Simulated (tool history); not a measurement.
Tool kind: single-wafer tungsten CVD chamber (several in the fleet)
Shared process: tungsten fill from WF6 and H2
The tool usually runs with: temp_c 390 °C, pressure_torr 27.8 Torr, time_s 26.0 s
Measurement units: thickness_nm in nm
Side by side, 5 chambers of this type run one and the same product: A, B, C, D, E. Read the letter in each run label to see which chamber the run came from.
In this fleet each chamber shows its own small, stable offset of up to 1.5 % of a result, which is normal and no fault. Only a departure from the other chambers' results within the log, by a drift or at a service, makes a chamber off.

run    day  temp_c  pressure_torr  time_s  hours since the last thermocouple change  hours since the last manometer calibration  read-back reference wafer on the same gauge, thickness_nm  thickness_nm
 1A  0.262     390           27.8    26.0                                    2388.6                                      1552.1                                                     59.889        59.903
 2E  0.575     390           27.8    26.0                                    1491.7                                       208.9                                                     59.943        59.966
 3B  0.750     390           27.8    26.0                                    1536.7                                        53.8                                                     59.901        61.045
 4C  0.992     390           27.8    26.0                                    1986.1                                      1196.9                                                     59.896        60.013
 5D  1.242     384           24.3    26.0                                     475.0                                       342.6                                                     59.890        50.110
     1.304  -- chamber A: capacitance manometer re-zeroed and calibrated
 6B  1.500     384           24.3    26.0                                    1554.7                                        71.8                                                     59.894        51.013
 7E  1.829     384           24.3    26.0                                    1521.8                                       239.0                                                     59.924        49.981
 8A  1.983     384           24.3    26.0                                    2429.9                                        16.3                                                     59.880        49.772
 9C  2.288     384           24.3    26.0                                    2017.2                                      1228.0                                                     59.859        49.677
10D  2.604     390           27.8    26.0                                     507.7                                       375.3                                                     59.894        60.386
11A  2.758     390           27.8    26.0                                    2448.5                                        34.9                                                     59.918        59.834
12B  2.979     390           27.8    23.6                                    1590.2                                       107.3                                                     59.902        55.408
13D  3.279     390           27.8    23.6                                     523.9                                       391.5                                                     59.899        54.825
14E  3.558     390           27.8    23.6                                    1563.3                                       280.5                                                     59.885        54.542
15C  3.838     390           27.8    23.6                                    2054.4                                      1265.2                                                     59.903        54.028
16B  4.029     390           27.8    23.6                                    1615.4                                       132.5                                                     59.915        55.123
17C  4.325     390           27.8    26.0                                    2066.1                                      1276.9                                                     59.913        59.415
18A  4.579     390           27.8    26.0                                    2492.2                                        78.6                                                     59.919        59.812
19D  4.742     390           24.2    29.0                                     559.0                                       426.6                                                     59.902        62.777
     4.846  -- chamber E: thermocouple changed; heater temperature recalibrated
20E  5.029     390           24.2    29.0                                       4.4                                       315.8                                                     59.930        62.592
21C  5.200     390           24.2    29.0                                    2087.1                                      1297.9                                                     59.883        61.657
22D  5.383     390           24.2    29.0                                     574.4                                       442.0                                                     59.896        62.875
23E  5.550     390           24.2    29.0                                      16.9                                       328.3                                                     59.882        62.282
24B  5.771     390           27.8    26.0                                    1657.2                                       174.3                                                     59.918        60.714
25A  5.971     390           27.8    26.0                                    2525.6                                       112.0                                                     59.899        59.414
26E  6.242     390           27.8    26.0                                      33.5                                       344.9                                                     59.940        59.603
27C  6.496     390           27.8    21.0                                    2118.2                                      1329.0                                                     59.893        47.489
28B  6.658     390           27.8    21.0                                    1678.5                                       195.6                                                     59.923        49.088
     6.838  -- chamber A: thermocouple changed; heater temperature recalibrated
29A  6.850     390           27.8    21.0                                       0.4                                       133.1                                                     59.962        48.697
30D  7.092     390           27.8    21.0                                     615.4                                       483.0                                                     59.862        48.574
31E  7.346     390           27.8    21.0                                      60.0                                       371.4                                                     59.901        48.344

Each of the 5 chambers runs these same settings next. Fill in every chamber's results:
32A  7.579     390           27.8    28.5                                                                                                                                                              ?
32B  7.579     390           27.8    28.5                                                                                                                                                              ?
32C  7.579     390           27.8    28.5                                                                                                                                                              ?
32D  7.579     390           27.8    28.5                                                                                                                                                              ?
32E  7.579     390           27.8    28.5                                                                                                                                                              ?

run  thickness_nm
32A        66.075
32B        66.978
32C        64.187
32D        66.042
32E        65.747
